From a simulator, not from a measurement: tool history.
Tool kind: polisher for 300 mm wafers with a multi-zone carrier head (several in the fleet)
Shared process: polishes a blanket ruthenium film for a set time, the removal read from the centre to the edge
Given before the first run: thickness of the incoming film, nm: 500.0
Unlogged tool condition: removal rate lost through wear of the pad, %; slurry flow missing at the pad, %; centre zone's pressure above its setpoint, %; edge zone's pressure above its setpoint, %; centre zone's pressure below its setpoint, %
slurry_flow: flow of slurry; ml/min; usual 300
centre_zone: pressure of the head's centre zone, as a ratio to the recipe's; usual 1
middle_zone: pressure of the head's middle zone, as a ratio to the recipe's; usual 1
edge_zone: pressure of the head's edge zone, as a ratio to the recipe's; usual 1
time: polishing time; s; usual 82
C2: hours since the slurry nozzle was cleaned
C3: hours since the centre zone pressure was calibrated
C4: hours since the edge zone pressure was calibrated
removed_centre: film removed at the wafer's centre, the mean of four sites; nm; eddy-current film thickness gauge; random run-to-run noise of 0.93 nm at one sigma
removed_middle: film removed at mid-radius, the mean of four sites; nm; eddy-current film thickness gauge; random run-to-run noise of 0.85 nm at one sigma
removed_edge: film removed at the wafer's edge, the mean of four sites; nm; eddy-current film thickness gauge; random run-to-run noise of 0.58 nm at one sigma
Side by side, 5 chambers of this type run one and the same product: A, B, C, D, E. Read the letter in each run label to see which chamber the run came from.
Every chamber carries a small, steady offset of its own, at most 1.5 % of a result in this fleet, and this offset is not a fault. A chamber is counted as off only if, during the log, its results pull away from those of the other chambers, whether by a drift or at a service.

{"day": 0.367, "done": "chamber B: worn pad replaced by a new one"}
{"run": "1B", "day": 0.446, "slurry_flow": 300, "centre_zone": 1, "middle_zone": 1, "edge_zone": 1, "time": 82, "wafers polished on this pad": 24, "C2": 500.7, "C3": 137.2, "C4": 726.2, "removed_centre": 79.532, "removed_middle": 80.538, "removed_edge": 79.435}
{"run": "2C", "day": 0.817, "slurry_flow": 300, "centre_zone": 1, "middle_zone": 1, "edge_zone": 1, "time": 82, "wafers polished on this pad": 491, "C2": 564.6, "C3": 218.4, "C4": 869.7, "removed_centre": 79.329, "removed_middle": 81.306, "removed_edge": 80.164}
{"day": 1.062, "done": "chamber E: worn pad replaced by a new one"}
{"run": "3A", "day": 1.217, "slurry_flow": 300, "centre_zone": 1, "middle_zone": 1, "edge_zone": 1, "time": 82, "wafers polished on this pad": 417, "C2": 44.4, "C3": 868.1, "C4": 37.9, "removed_centre": 79.068, "removed_middle": 78.087, "removed_edge": 80.257}
{"day": 1.462, "done": "chamber C: worn pad replaced by a new one"}
{"run": "4D", "day": 1.692, "slurry_flow": 300, "centre_zone": 1, "middle_zone": 1, "edge_zone": 1, "time": 82, "wafers polished on this pad": 992, "C2": 417.4, "C3": 988.8, "C4": 108.9, "removed_centre": 82.605, "removed_middle": 80.358, "removed_edge": 80.59}
{"run": "5E", "day": 2.092, "slurry_flow": 300, "centre_zone": 1, "middle_zone": 1, "edge_zone": 1, "time": 82, "wafers polished on this pad": 306, "C2": 161.4, "C3": 455.5, "C4": 984.8, "removed_centre": 79.186, "removed_middle": 79.267, "removed_edge": 78.895}
{"run": "6A", "day": 2.388, "slurry_flow": 300, "centre_zone": 1, "middle_zone": 1, "edge_zone": 1, "time": 82, "wafers polished on this pad": 765, "C2": 72.5, "C3": 896.2, "C4": 66, "removed_centre": 80.36, "removed_middle": 79.98, "removed_edge": 80.327}
{"day": 2.554, "done": "chamber D: worn pad replaced by a new one"}
{"day": 2.758, "done": "chamber B: worn pad replaced by a new one"}
{"run": "7E", "day": 2.825, "slurry_flow": 300, "centre_zone": 1, "middle_zone": 1, "edge_zone": 1, "time": 82, "wafers polished on this pad": 524, "C2": 179, "C3": 473.1, "C4": 1002.4, "removed_centre": 78.614, "removed_middle": 79.236, "removed_edge": 79.163}
{"run": "8B", "day": 3.092, "slurry_flow": 300, "centre_zone": 1, "middle_zone": 1, "edge_zone": 1, "time": 82, "wafers polished on this pad": 99, "C2": 564.2, "C3": 200.7, "C4": 789.7, "removed_centre": 81.649, "removed_middle": 79.772, "removed_edge": 79.299}
{"day": 3.421, "done": "chamber C: edge zone pressure recalibrated"}
{"run": "9D", "day": 3.55, "slurry_flow": 300, "centre_zone": 1, "middle_zone": 1, "edge_zone": 1, "time": 82, "wafers polished on this pad": 296, "C2": 462, "C3": 1033.4, "C4": 153.5, "removed_centre": 81.059, "removed_middle": 81.697, "removed_edge": 79.745}
{"run": "10C", "day": 3.992, "slurry_flow": 385, "centre_zone": 1, "middle_zone": 1.05, "edge_zone": 1, "time": 82, "wafers polished on this pad": 751, "C2": 640.8, "C3": 294.6, "C4": 13.7, "removed_centre": 81.226, "removed_middle": 84.101, "removed_edge": 82.709}
{"day": 4.258, "done": "chamber A: worn pad replaced by a new one"}
{"run": "11E", "day": 4.267, "slurry_flow": 385, "centre_zone": 1, "middle_zone": 1.05, "edge_zone": 1, "time": 82, "wafers polished on this pad": 953, "C2": 213.6, "C3": 507.7, "C4": 1037, "removed_centre": 80.516, "removed_middle": 84.579, "removed_edge": 80.965}
{"day": 4.292, "done": "chamber C: worn pad replaced by a new one"}
{"run": "12A", "day": 4.6, "slurry_flow": 385, "centre_zone": 1, "middle_zone": 1.05, "edge_zone": 1, "time": 82, "wafers polished on this pad": 102, "C2": 125.6, "C3": 949.3, "C4": 119.1, "removed_centre": 82.381, "removed_middle": 85.912, "removed_edge": 81.751}
{"run": "13D", "day": 4.846, "slurry_flow": 385, "centre_zone": 1, "middle_zone": 1.05, "edge_zone": 1, "time": 82, "wafers polished on this pad": 681, "C2": 493.1, "C3": 1064.5, "C4": 184.6, "removed_centre": 82.631, "removed_middle": 86.922, "removed_edge": 81.165}
{"day": 4.971, "done": "chamber E: centre zone pressure recalibrated"}
{"day": 4.996, "done": "chamber E: edge zone pressure recalibrated"}
{"run": "14B", "day": 5.075, "slurry_flow": 385, "centre_zone": 1, "middle_zone": 1.05, "edge_zone": 1, "time": 82, "wafers polished on this pad": 688, "C2": 611.8, "C3": 248.3, "C4": 837.3, "removed_centre": 82.636, "removed_middle": 86.893, "removed_edge": 79.95}
{"day": 5.175, "done": "chamber B: worn pad replaced by a new one"}
{"run": "15C", "day": 5.346, "slurry_flow": 300, "centre_zone": 1, "middle_zone": 1, "edge_zone": 1, "time": 82, "wafers polished on this pad": 314, "C2": 673.3, "C3": 327.1, "C4": 46.2, "removed_centre": 79.439, "removed_middle": 80.322, "removed_edge": 79.23}
{"run": "16E", "day": 5.696, "slurry_flow": 300, "centre_zone": 1, "middle_zone": 1, "edge_zone": 1, "time": 82, "wafers polished on this pad": 1377, "C2": 247.9, "C3": 17.4, "C4": 16.8, "removed_centre": 78.561, "removed_middle": 78.943, "removed_edge": 79.543}
{"day": 5.817, "done": "chamber E: worn pad replaced by a new one"}
{"day": 5.9, "done": "chamber D: centre zone pressure recalibrated"}
{"run": "17B", "day": 5.975, "slurry_flow": 300, "centre_zone": 1, "middle_zone": 1, "edge_zone": 1, "time": 82, "wafers polished on this pad": 237, "C2": 633.4, "C3": 269.9, "C4": 858.9, "removed_centre": 80.259, "removed_middle": 80.259, "removed_edge": 79.3}
{"run": "18D", "day": 6.312, "slurry_flow": 300, "centre_zone": 0.94, "middle_zone": 1, "edge_zone": 1, "time": 82, "wafers polished on this pad": 1117, "C2": 528.3, "C3": 9.9, "C4": 219.8, "removed_centre": 74.767, "removed_middle": 81.196, "removed_edge": 80.109}
{"run": "19C", "day": 6.629, "slurry_flow": 300, "centre_zone": 0.94, "middle_zone": 1, "edge_zone": 1, "time": 82, "wafers polished on this pad": 695, "C2": 704.1, "C3": 357.9, "C4": 77, "removed_centre": 74.61, "removed_middle": 78.413, "removed_edge": 79.931}
{"day": 6.733, "done": "chamber C: worn pad replaced by a new one"}
{"run": "20A", "day": 6.962, "slurry_flow": 300, "centre_zone": 0.94, "middle_zone": 1, "edge_zone": 1, "time": 82, "wafers polished on this pad": 804, "C2": 182.3, "C3": 1006, "C4": 175.8, "removed_centre": 76.26, "removed_middle": 80.344, "removed_edge": 80.368}
{"day": 7.179, "done": "chamber D: worn pad replaced by a new one"}
{"run": "21D", "day": 7.25, "slurry_flow": 300, "centre_zone": 0.94, "middle_zone": 1, "edge_zone": 1, "time": 82, "wafers polished on this pad": 21, "C2": 550.8, "C3": 32.4, "C4": 242.3, "removed_centre": 74.542, "removed_middle": 79.725, "removed_edge": 80.285}
{"day": 7.454, "done": "chamber B: worn pad replaced by a new one"}
{"run": "22C", "day": 7.538, "slurry_flow": 300, "centre_zone": 0.94, "middle_zone": 1, "edge_zone": 1, "time": 82, "wafers polished on this pad": 239, "C2": 725.9, "C3": 379.7, "C4": 98.8, "removed_centre": 76.244, "removed_middle": 83.077, "removed_edge": 80.217}
{"day": 7.675, "done": "chamber B: edge zone pressure recalibrated"}
{"run": "23A", "day": 7.804, "slurry_flow": 300, "centre_zone": 1, "middle_zone": 1, "edge_zone": 1, "time": 82, "wafers polished on this pad": 1054, "C2": 202.5, "C3": 1026.2, "C4": 196, "removed_centre": 81.611, "removed_middle": 79.623, "removed_edge": 80.179}
{"run": "24B", "day": 8.075, "slurry_flow": 300, "centre_zone": 1, "middle_zone": 1, "edge_zone": 1, "time": 82, "wafers polished on this pad": 184, "C2": 683.8, "C3": 320.3, "C4": 9.6, "removed_centre": 80.915, "removed_middle": 81.251, "removed_edge": 80.29}
{"run": "25E", "day": 8.433, "slurry_flow": 250, "centre_zone": 1, "middle_zone": 1, "edge_zone": 1, "time": 82, "wafers polished on this pad": 778, "C2": 313.6, "C3": 83.1, "C4": 82.5, "removed_centre": 77.115, "removed_middle": 79.671, "removed_edge": 78.358}
{"day": 8.588, "done": "chamber A: slurry nozzle cleaned"}
{"run": "26C", "day": 8.717, "slurry_flow": 250, "centre_zone": 1, "middle_zone": 1, "edge_zone": 1, "time": 82, "wafers polished on this pad": 589, "C2": 754.2, "C3": 408, "C4": 127.1, "removed_centre": 78.293, "removed_middle": 79.047, "removed_edge": 79.284}
{"run": "27D", "day": 8.962, "slurry_flow": 250, "centre_zone": 1, "middle_zone": 1, "edge_zone": 1, "time": 82, "wafers polished on this pad": 530, "C2": 591.9, "C3": 73.5, "C4": 283.4, "removed_centre": 79.334, "removed_middle": 78.281, "removed_edge": 79.808}
{"day": 9.183, "done": "chamber C: worn pad replaced by a new one"}
{"day": 9.275, "done": "chamber A: worn pad replaced by a new one"}
{"run": "28B", "day": 9.417, "slurry_flow": 250, "centre_zone": 1, "middle_zone": 1, "edge_zone": 1, "time": 82, "wafers polished on this pad": 583, "C2": 716, "C3": 352.5, "C4": 41.8, "removed_centre": 79.06, "removed_middle": 78.621, "removed_edge": 77.9}
{"run": "29E", "day": 9.629, "slurry_flow": 250, "centre_zone": 1, "middle_zone": 1, "edge_zone": 1, "time": 82, "wafers polished on this pad": 1133, "C2": 342.3, "C3": 111.8, "C4": 111.2, "removed_centre": 77.543, "removed_middle": 78.772, "removed_edge": 76.954}
{"run": "30A", "day": 9.846, "slurry_flow": 300, "centre_zone": 1, "middle_zone": 1, "edge_zone": 1, "time": 82, "wafers polished on this pad": 169, "C2": 30.3, "C3": 1075.2, "C4": 245, "removed_centre": 80.375, "removed_middle": 78.818, "removed_edge": 79.764}
{"day": 9.925, "done": "chamber B: worn pad replaced by a new one"}
{"run": "31A", "day": 10.075, "slurry_flow": 300, "centre_zone": 1, "middle_zone": 1, "edge_zone": 1, "time": 82, "wafers polished on this pad": 237, "C2": 35.8, "C3": 1080.7, "C4": 250.5, "removed_centre": 80.164, "removed_middle": 80.624, "removed_edge": 80.49}
{"run": "32E", "day": 10.312, "slurry_flow": 300, "centre_zone": 1, "middle_zone": 1, "edge_zone": 1, "time": 82, "wafers polished on this pad": 1336, "C2": 358.7, "C3": 128.2, "C4": 127.6, "removed_centre": 80.074, "removed_middle": 79.678, "removed_edge": 79.404}
{"run": "33D", "day": 10.608, "slurry_flow": 300, "centre_zone": 1, "middle_zone": 1, "edge_zone": 1, "time": 82, "wafers polished on this pad": 1019, "C2": 631.4, "C3": 113, "C4": 322.9, "removed_centre": 81.964, "removed_middle": 79.801, "removed_edge": 80.264}
{"run": "34C", "day": 10.862, "slurry_flow": 300, "centre_zone": 1, "middle_zone": 1, "edge_zone": 1, "time": 82, "wafers polished on this pad": 499, "C2": 805.7, "C3": 459.5, "C4": 178.6, "removed_centre": 80.759, "removed_middle": 82.339, "removed_edge": 80.851}
{"day": 11.062, "done": "chamber E: worn pad replaced by a new one"}
{"run": "35B", "day": 11.338, "slurry_flow": 300, "centre_zone": 1, "middle_zone": 1, "edge_zone": 1, "time": 82, "wafers polished on this pad": 420, "C2": 762.1, "C3": 398.6, "C4": 87.9, "removed_centre": 80.092, "removed_middle": 79.675, "removed_edge": 79.078}
{"day": 11.579, "done": "chamber C: centre zone pressure recalibrated"}
{"run": "36A", "day": 11.7, "slurry_flow": 300, "centre_zone": 1, "middle_zone": 1, "edge_zone": 1, "time": 82, "wafers polished on this pad": 720, "C2": 74.8, "C3": 1119.7, "C4": 289.5, "removed_centre": 80.794, "removed_middle": 78.679, "removed_edge": 80.861}
{"run": "37C", "day": 11.946, "slurry_flow": 300, "centre_zone": 1, "middle_zone": 1, "edge_zone": 1, "time": 82, "wafers polished on this pad": 821, "C2": 831.7, "C3": 8.9, "C4": 204.6, "removed_centre": 80.18, "removed_middle": 80.171, "removed_edge": 80.004}
{"run": "38E", "day": 12.379, "slurry_flow": 300, "centre_zone": 1, "middle_zone": 1, "edge_zone": 1, "time": 82, "wafers polished on this pad": 391, "C2": 408.3, "C3": 177.8, "C4": 177.2, "removed_centre": 78.642, "removed_middle": 79.554, "removed_edge": 79.587}
{"run": "39B", "day": 12.629, "slurry_flow": 300, "centre_zone": 1, "middle_zone": 1, "edge_zone": 1, "time": 82, "wafers polished on this pad": 804, "C2": 793.1, "C3": 429.6, "C4": 118.9, "removed_centre": 81.289, "removed_middle": 81.152, "removed_edge": 79.63}
{"day": 12.754, "done": "chamber D: worn pad replaced by a new one"}
{"day": 12.875, "done": "chamber D: slurry nozzle cleaned"}
{"run": "40D", "day": 12.942, "slurry_flow": 300, "centre_zone": 1, "middle_zone": 1, "edge_zone": 1, "time": 69, "wafers polished on this pad": 56, "C2": 1.7, "C3": 169, "C4": 378.9, "removed_centre": 69.016, "removed_middle": 67.644, "removed_edge": 67.368}

Next, every chamber runs the same settings. What will each give?
{"run": "41A", "day": 13.292, "slurry_flow": 300, "centre_zone": 1.1, "middle_zone": 1, "edge_zone": 1, "time": 82, "removed_centre": "?", "removed_middle": "?", "removed_edge": "?"}
{"run": "41B", "day": 13.292, "slurry_flow": 300, "centre_zone": 1.1, "middle_zone": 1, "edge_zone": 1, "time": 82, "removed_centre": "?", "removed_middle": "?", "removed_edge": "?"}
{"run": "41C", "day": 13.292, "slurry_flow": 300, "centre_zone": 1.1, "middle_zone": 1, "edge_zone": 1, "time": 82, "removed_centre": "?", "removed_middle": "?", "removed_edge": "?"}
{"run": "41D", "day": 13.292, "slurry_flow": 300, "centre_zone": 1.1, "middle_zone": 1, "edge_zone": 1, "time": 82, "removed_centre": "?", "removed_middle": "?", "removed_edge": "?"}
{"run": "41E", "day": 13.292, "slurry_flow": 300, "centre_zone": 1.1, "middle_zone": 1, "edge_zone": 1, "time": 82, "removed_centre": "?", "removed_middle": "?", "removed_edge": "?"}

run=41A removed_centre=88.213 removed_middle=81.115 removed_edge=78.917
run=41B removed_centre=89.857 removed_middle=82.089 removed_edge=79.481
run=41C removed_centre=86.284 removed_middle=80.502 removed_edge=79.298
run=41D removed_centre=88.207 removed_middle=81.533 removed_edge=80.299
run=41E removed_centre=88.281 removed_middle=79.965 removed_edge=78.221

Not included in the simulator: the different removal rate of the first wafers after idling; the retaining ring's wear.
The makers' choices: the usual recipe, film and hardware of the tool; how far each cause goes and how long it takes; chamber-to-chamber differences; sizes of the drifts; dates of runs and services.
